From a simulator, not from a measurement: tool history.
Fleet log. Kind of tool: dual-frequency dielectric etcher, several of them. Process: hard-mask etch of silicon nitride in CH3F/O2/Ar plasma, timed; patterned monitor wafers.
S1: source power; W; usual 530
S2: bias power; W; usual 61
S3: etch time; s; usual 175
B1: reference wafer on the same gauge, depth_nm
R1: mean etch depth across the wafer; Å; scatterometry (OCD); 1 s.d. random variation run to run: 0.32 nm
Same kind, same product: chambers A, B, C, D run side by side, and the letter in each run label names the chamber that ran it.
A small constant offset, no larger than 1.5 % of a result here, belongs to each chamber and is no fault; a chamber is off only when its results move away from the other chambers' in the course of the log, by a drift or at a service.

run 1A hour=9.7 | S1=530 S2=61 S3=175 | B1=131.01 | R1=1304.0
run 2C hour=16.7 | S1=530 S2=61 S3=175 | B1=131.00 | R1=1299.3
run 3D hour=27.3 | S1=530 S2=61 S3=175 | B1=130.92 | R1=1305.8
run 4B hour=37.9 | S1=530 S2=61 S3=175 | B1=131.01 | R1=1284.5
run 5D hour=43.9 | S1=530 S2=61 S3=175 | B1=130.96 | R1=1306.7
run 6A hour=49.0 | S1=530 S2=61 S3=175 | B1=131.09 | R1=1305.2
run 7B hour=59.5 | S1=530 S2=61 S3=175 | B1=130.97 | R1=1285.4
run 8C hour=70.2 | S1=530 S2=61 S3=175 | B1=131.01 | R1=1297.8
run 9C hour=76.5 | S1=530 S2=61 S3=175 | B1=130.98 | R1=1298.7
run 10D hour=83.5 | S1=530 S2=61 S3=175 | B1=130.96 | R1=1304.7
run 11A hour=93.4 | S1=530 S2=61 S3=175 | B1=130.98 | R1=1310.6
run 12B hour=103.0 | S1=530 S2=61 S3=175 | B1=130.96 | R1=1285.7
-- hour=103.2 chamber B: wet clean of the chamber
run 13C hour=108.2 | S1=530 S2=61 S3=175 | B1=130.97 | R1=1294.2
run 14A hour=118.7 | S1=530 S2=61 S3=175 | B1=131.10 | R1=1310.2
run 15B hour=129.9 | S1=530 S2=61 S3=175 | B1=131.01 | R1=1288.4
-- hour=139.2 chamber A: bias power generator calibrated
run 16D hour=139.2 | S1=530 S2=61 S3=175 | B1=130.96 | R1=1304.5
-- hour=143.1 chamber A: wet clean of the chamber
run 17D hour=147.4 | S1=530 S2=61 S3=175 | B1=131.07 | R1=1310.0
run 18A hour=156.2 | S1=530 S2=61 S3=175 | B1=131.07 | R1=1330.3
run 19C hour=165.9 | S1=530 S2=61 S3=175 | B1=131.10 | R1=1295.7
run 20B hour=175.4 | S1=530 S2=61 S3=175 | B1=130.98 | R1=1286.5
run 21B hour=185.9 | S1=530 S2=54 S3=154 | B1=131.05 | R1=1088.4
run 22C hour=192.2 | S1=530 S2=54 S3=154 | B1=131.03 | R1=1099.5
run 23A hour=200.5 | S1=530 S2=54 S3=154 | B1=131.01 | R1=1127.8
-- hour=201.5 chamber D: wet clean of the chamber
run 24D hour=210.8 | S1=530 S2=54 S3=154 | B1=130.96 | R1=1107.7
run 25C hour=216.8 | S1=530 S2=50 S3=155 | B1=130.99 | R1=1082.5
run 26B hour=225.1 | S1=530 S2=50 S3=155 | B1=130.89 | R1=1073.8
run 27D hour=231.7 | S1=530 S2=50 S3=155 | B1=131.05 | R1=1088.8

One chamber off, gauge drift, or nothing amiss beyond the chambers' own small offsets? If it is a chamber, which one, and what is the likeliest cause?

A service on chamber A put it out of line with the rest.
Cause: etch rate over this chamber's usual, % = 1.66.
The log might look much the same if the cause were instead: bias power that arrives over what is set, %.

Below are 4 candidate recipes for chamber A's next run, each the usual settings with a change, their results shown as question marks. Which of them brings A's results back in line with what the other chambers give on the usual settings?
In line means no further than this from the other chambers' mean on the usual settings: R1 11.0 Å
run 28A-1 hour=239.8 | S1=530 S2=56 S3=175.0 | R1=?
run 28A-2 hour=239.8 | S1=530 S2=61 S3=179.0 | R1=?
run 28A-3 hour=239.8 | S1=530 S2=71 S3=175.0 | R1=?
run 28A-4 hour=239.8 | S1=530 S2=61 S3=166.5 | R1=?

The mean the other chambers reach with the usual settings: R1 1297.0 Å
run=28A-1 R1=1294.5
run=28A-2 R1=1360.5
run=28A-3 R1=1397.7
run=28A-4 R1=1265.5
28A-1 is the one that brings the chamber's results back in line with the other chambers.
